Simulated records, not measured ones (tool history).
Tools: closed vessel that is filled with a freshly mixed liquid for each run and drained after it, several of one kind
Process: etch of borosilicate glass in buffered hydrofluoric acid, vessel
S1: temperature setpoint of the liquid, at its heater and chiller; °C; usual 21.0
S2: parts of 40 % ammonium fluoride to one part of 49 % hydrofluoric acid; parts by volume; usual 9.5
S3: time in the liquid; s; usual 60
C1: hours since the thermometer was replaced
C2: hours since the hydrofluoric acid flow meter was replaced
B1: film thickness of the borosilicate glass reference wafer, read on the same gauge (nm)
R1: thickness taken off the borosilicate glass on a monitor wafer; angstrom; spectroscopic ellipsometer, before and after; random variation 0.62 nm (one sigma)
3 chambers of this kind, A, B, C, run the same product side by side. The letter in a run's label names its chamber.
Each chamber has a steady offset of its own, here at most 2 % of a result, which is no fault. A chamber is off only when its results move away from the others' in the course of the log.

Run 1B, day 0.175: usual settings; C1 292.2; C2 198.0; B1 100.010. Result: R1 656.13 angstrom.
Run 2A, day 0.375: usual settings; C1 238.4; C2 1567.4; B1 99.997. Result: R1 636.86 angstrom.
Run 3C, day 0.600: usual settings; C1 1311.7; C2 1400.6; B1 99.992. Result: R1 660.08 angstrom.
Run 4C, day 0.854: usual settings; C1 1317.8; C2 1406.7; B1 100.000. Result: R1 661.24 angstrom.
Run 5B, day 1.021: usual settings; C1 312.5; C2 218.3; B1 99.984. Result: R1 650.71 angstrom.
Run 6A, day 1.312: usual settings; C1 260.9; C2 1589.9; B1 100.000. Result: R1 656.96 angstrom.
Run 7C, day 1.483: usual settings; C1 1332.9; C2 1421.8; B1 100.000. Result: R1 660.53 angstrom.
Run 8A, day 1.754: usual settings; C1 271.5; C2 1600.5; B1 100.000. Result: R1 635.32 angstrom.
Run 9B, day 1.992: usual settings; C1 335.8; C2 241.6; B1 100.010. Result: R1 641.25 angstrom.
Run 10C, day 2.200: usual settings; C1 1350.1; C2 1439.0; B1 99.991. Result: R1 669.54 angstrom.
Run 11A, day 2.404: usual settings; C1 287.1; C2 1616.1; B1 99.985. Result: R1 637.60 angstrom.
Run 12B, day 2.617: usual settings; C1 350.8; C2 256.6; B1 99.976. Result: R1 625.49 angstrom.
Run 13A, day 2.912: usual settings; C1 299.3; C2 1628.3; B1 100.010. Result: R1 645.44 angstrom.
Run 14B, day 3.196: usual settings; C1 364.7; C2 270.5; B1 100.020. Result: R1 645.15 angstrom.
Run 15C, day 3.396: usual settings; C1 1378.8; C2 1467.7; B1 99.989. Result: R1 649.53 angstrom.
Run 16A, day 3.654: usual settings but S2 11.5 parts by volume, S3 40 s; C1 317.1; C2 1646.1; B1 99.999. Result: R1 361.44 angstrom.
Run 17C, day 3.904: usual settings but S2 11.5 parts by volume, S3 40 s; C1 1391.0; C2 1479.9; B1 100.010. Result: R1 370.41 angstrom.
Run 18B, day 4.158: usual settings but S2 11.5 parts by volume, S3 40 s; C1 387.8; C2 293.6; B1 100.000. Result: R1 350.09 angstrom.
Run 19C, day 4.383: usual settings; C1 1402.5; C2 1491.4; B1 100.000. Result: R1 669.02 angstrom.
Run 20A, day 4.608: usual settings; C1 340.0; C2 1669.0; B1 99.996. Result: R1 637.99 angstrom.
Run 21B, day 4.808: usual settings; C1 403.4; C2 309.2; B1 99.993. Result: R1 628.32 angstrom.
Run 22C, day 5.058: usual settings; C1 1418.7; C2 1507.6; B1 100.000. Result: R1 659.12 angstrom.
Run 23A, day 5.225: usual settings; C1 354.8; C2 1683.8; B1 99.987. Result: R1 642.38 angstrom.
At day 5.504: chamber A: hydrofluoric acid flow meter replaced.
Run 24B, day 5.521: usual settings; C1 420.5; C2 326.3; B1 99.998. Result: R1 616.65 angstrom.
Run 25B, day 5.671: usual settings; C1 424.1; C2 329.9; B1 100.000. Result: R1 615.05 angstrom.
Run 26A, day 5.925: usual settings; C1 371.6; C2 10.1; B1 100.000. Result: R1 647.51 angstrom.
Run 27C, day 6.183: usual settings; C1 1445.7; C2 1534.6; B1 99.999. Result: R1 650.31 angstrom.
Run 28B, day 6.350: usual settings; C1 440.4; C2 346.2; B1 99.994. Result: R1 619.92 angstrom.
Run 29A, day 6.575: usual settings; C1 387.2; C2 25.7; B1 100.000. Result: R1 645.60 angstrom.
Run 30C, day 6.779: usual settings; C1 1460.0; C2 1548.9; B1 100.010. Result: R1 660.43 angstrom.
Run 31C, day 7.108: usual settings; C1 1467.9; C2 1556.8; B1 99.998. Result: R1 660.66 angstrom.
Run 32B, day 7.321: usual settings; C1 463.7; C2 369.5; B1 100.000. Result: R1 606.93 angstrom.
Run 33A, day 7.638: usual settings but S1 19.5 °C, S2 12.5 parts by volume; C1 412.7; C2 51.2; B1 100.000. Result: R1 459.09 angstrom.
Run 34B, day 7.854: usual settings but S1 19.5 °C, S2 12.5 parts by volume; C1 476.5; C2 382.3; B1 99.991. Result: R1 427.47 angstrom.
Run 35C, day 8.112: usual settings but S1 19.5 °C, S2 12.5 parts by volume; C1 1492.0; C2 1580.9; B1 99.982. Result: R1 471.44 angstrom.
Run 36A, day 8.279: usual settings; C1 428.1; C2 66.6; B1 100.020. Result: R1 640.18 angstrom.
Run 37A, day 8.546: usual settings; C1 434.5; C2 73.0; B1 100.010. Result: R1 627.80 angstrom.
Run 38B, day 8.804: usual settings; C1 499.3; C2 405.1; B1 99.993. Result: R1 599.84 angstrom.
Run 39C, day 8.958: usual settings; C1 1512.3; C2 1601.2; B1 99.988. Result: R1 658.59 angstrom.
Run 40B, day 9.267: usual settings; C1 510.4; C2 416.2; B1 99.986. Result: R1 598.58 angstrom.

All 3 chambers run these settings next. Forecast each chamber's results:
Run 41A, day 9.504: usual settings. Result: R1 ?.
Run 41B, day 9.504: usual settings. Result: R1 ?.
Run 41C, day 9.504: usual settings. Result: R1 ?.

run      R1
41A  636.64
41B  591.04
41C  651.22

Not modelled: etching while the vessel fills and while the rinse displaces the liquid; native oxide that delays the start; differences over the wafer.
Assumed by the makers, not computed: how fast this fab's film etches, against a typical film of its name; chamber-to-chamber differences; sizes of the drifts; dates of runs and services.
